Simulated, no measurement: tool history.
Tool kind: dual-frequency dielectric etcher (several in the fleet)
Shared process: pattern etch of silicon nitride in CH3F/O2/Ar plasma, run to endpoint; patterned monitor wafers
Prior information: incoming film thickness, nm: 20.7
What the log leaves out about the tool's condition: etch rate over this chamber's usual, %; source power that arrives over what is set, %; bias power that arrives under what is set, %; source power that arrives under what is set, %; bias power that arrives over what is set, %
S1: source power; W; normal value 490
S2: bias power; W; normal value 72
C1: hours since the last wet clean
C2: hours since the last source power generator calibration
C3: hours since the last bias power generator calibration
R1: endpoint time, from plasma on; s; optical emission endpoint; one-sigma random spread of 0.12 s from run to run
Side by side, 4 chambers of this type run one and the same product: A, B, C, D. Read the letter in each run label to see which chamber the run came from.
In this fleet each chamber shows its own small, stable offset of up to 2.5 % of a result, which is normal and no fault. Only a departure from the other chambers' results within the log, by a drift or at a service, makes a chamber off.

| run | hour | S1 | S2 | C1 | C2 | C3 | R1 |
|---|---|---|---|---|---|---|---|
| 1B | 3.4 | 490 | 72 | 55.0 | 639.7 | 341.7 | 27.888 |
| 2A | 10.3 | 490 | 72 | 465.7 | 4857.4 | 2571.9 | 27.592 |
| 3C | 13.6 | 490 | 72 | 114.8 | 739.8 | 768.0 | 27.399 |
| 4D | 17.7 | 490 | 72 | 230.1 | 522.8 | 129.6 | 28.411 |
| 5D | 24.3 | 490 | 72 | 236.7 | 529.4 | 136.2 | 28.354 |
| 6C | 29.4 | 490 | 72 | 130.6 | 755.6 | 783.8 | 27.610 |
| 7B | 34.4 | 490 | 72 | 86.0 | 670.7 | 372.7 | 28.110 |
| 8A | 39.4 | 570 | 63 | 494.8 | 4886.5 | 2601.0 | 27.090 |
| 9A | 43.2 | 570 | 63 | 498.6 | 4890.3 | 2604.8 | 27.206 |
| 10D | 47.5 | 570 | 63 | 259.9 | 552.6 | 159.4 | 27.912 |
| 11B | 52.0 | 570 | 63 | 103.6 | 688.3 | 390.3 | 27.301 |
| 12C | 57.1 | 490 | 72 | 158.3 | 783.3 | 811.5 | 27.572 |
| 13B | 63.9 | 490 | 72 | 115.5 | 700.2 | 402.2 | 28.032 |
| 14A | 68.3 | 580 | 63 | 523.7 | 4915.4 | 2629.9 | 27.195 |
| 15C | 71.7 | 580 | 63 | 172.9 | 797.9 | 826.1 | 26.880 |
| 16D | 78.5 | 580 | 63 | 290.9 | 583.6 | 190.4 | 27.642 |
|  | 79.3 | chamber A: wet clean of the chamber |
| 17B | 84.3 | 580 | 63 | 135.9 | 720.6 | 422.6 | 27.345 |
| 18D | 89.8 | 490 | 72 | 302.2 | 594.9 | 201.7 | 28.365 |
| 19A | 96.6 | 490 | 72 | 17.3 | 4943.7 | 2658.2 | 27.574 |
| 20C | 102.1 | 490 | 72 | 203.3 | 828.3 | 856.5 | 27.346 |
| 21B | 105.6 | 490 | 72 | 157.2 | 741.9 | 443.9 | 27.754 |
| 22C | 109.0 | 490 | 72 | 210.2 | 835.2 | 863.4 | 27.325 |
| 23A | 113.1 | 490 | 72 | 33.8 | 4960.2 | 2674.7 | 27.571 |
| 24D | 118.4 | 490 | 72 | 330.8 | 623.5 | 230.3 | 28.182 |
| 25D | 123.8 | 490 | 72 | 336.2 | 628.9 | 235.7 | 28.469 |
| 26A | 129.7 | 490 | 72 | 50.4 | 4976.8 | 2691.3 | 27.675 |
| 27C | 136.3 | 490 | 65 | 237.5 | 862.5 | 890.7 | 28.111 |
| 28B | 142.2 | 490 | 65 | 193.8 | 778.5 | 480.5 | 28.798 |
| 29B | 147.8 | 490 | 65 | 199.4 | 784.1 | 486.1 | 28.768 |
| 30A | 152.9 | 490 | 65 | 73.6 | 5000.0 | 2714.5 | 28.556 |
| 31D | 158.6 | 560 | 66 | 371.0 | 663.7 | 270.5 | 27.753 |
| 32C | 163.0 | 560 | 66 | 264.2 | 889.2 | 917.4 | 26.531 |
| 33C | 167.8 | 560 | 66 | 269.0 | 894.0 | 922.2 | 26.367 |
| 34A | 172.9 | 560 | 66 | 93.6 | 5020.0 | 2734.5 | 26.971 |
|  | 177.3 | chamber D: wet clean of the chamber |
| 35D | 179.6 | 490 | 72 | 2.4 | 684.7 | 291.5 | 28.256 |
| 36B | 185.1 | 490 | 72 | 236.7 | 821.4 | 523.4 | 27.812 |
| 37D | 190.8 | 420 | 81 | 13.6 | 695.9 | 302.7 | 28.872 |
| 38B | 197.4 | 420 | 81 | 249.0 | 833.7 | 535.7 | 28.080 |
| 39C | 203.1 | 420 | 81 | 304.3 | 929.3 | 957.5 | 26.990 |
| 40A | 206.6 | 420 | 81 | 127.3 | 5053.7 | 2768.2 | 27.932 |
| 41C | 212.2 | 490 | 72 | 313.4 | 938.4 | 966.6 | 26.534 |

What goes on in this fleet: one chamber off, a drifting gauge, or nothing beyond the chambers' own small offsets? Name the chamber and the cause, if any.

Little by little, chamber C moves away from the other chambers.
Likeliest cause: etch rate over this chamber's usual, % = 3.56.

Here are 4 candidates for chamber C's next run, each the usual settings with a change, their results left as question marks. Which one brings its results back in line with what the others give on the usual settings?
Allowed miss from the other chambers' usual-settings mean, per result, to count as in line: R1 0.420 s
| 42C-1 | 217.5 | 490 | 82 |  |  |  | ? |
| 42C-2 | 217.5 | 380 | 72 |  |  |  | ? |
| 42C-3 | 217.5 | 490 | 62 |  |  |  | ? |
| 42C-4 | 217.5 | 560 | 81 |  |  |  | ? |

Usual-settings mean across the other chambers: R1 27.957 s
| run | R1 |
|---|---|
| 42C-1 | 25.409 |
| 42C-2 | 29.214 |
| 42C-3 | 27.912 |
| 42C-4 | 24.274 |
42C-3 puts the chamber back in line with the other chambers.
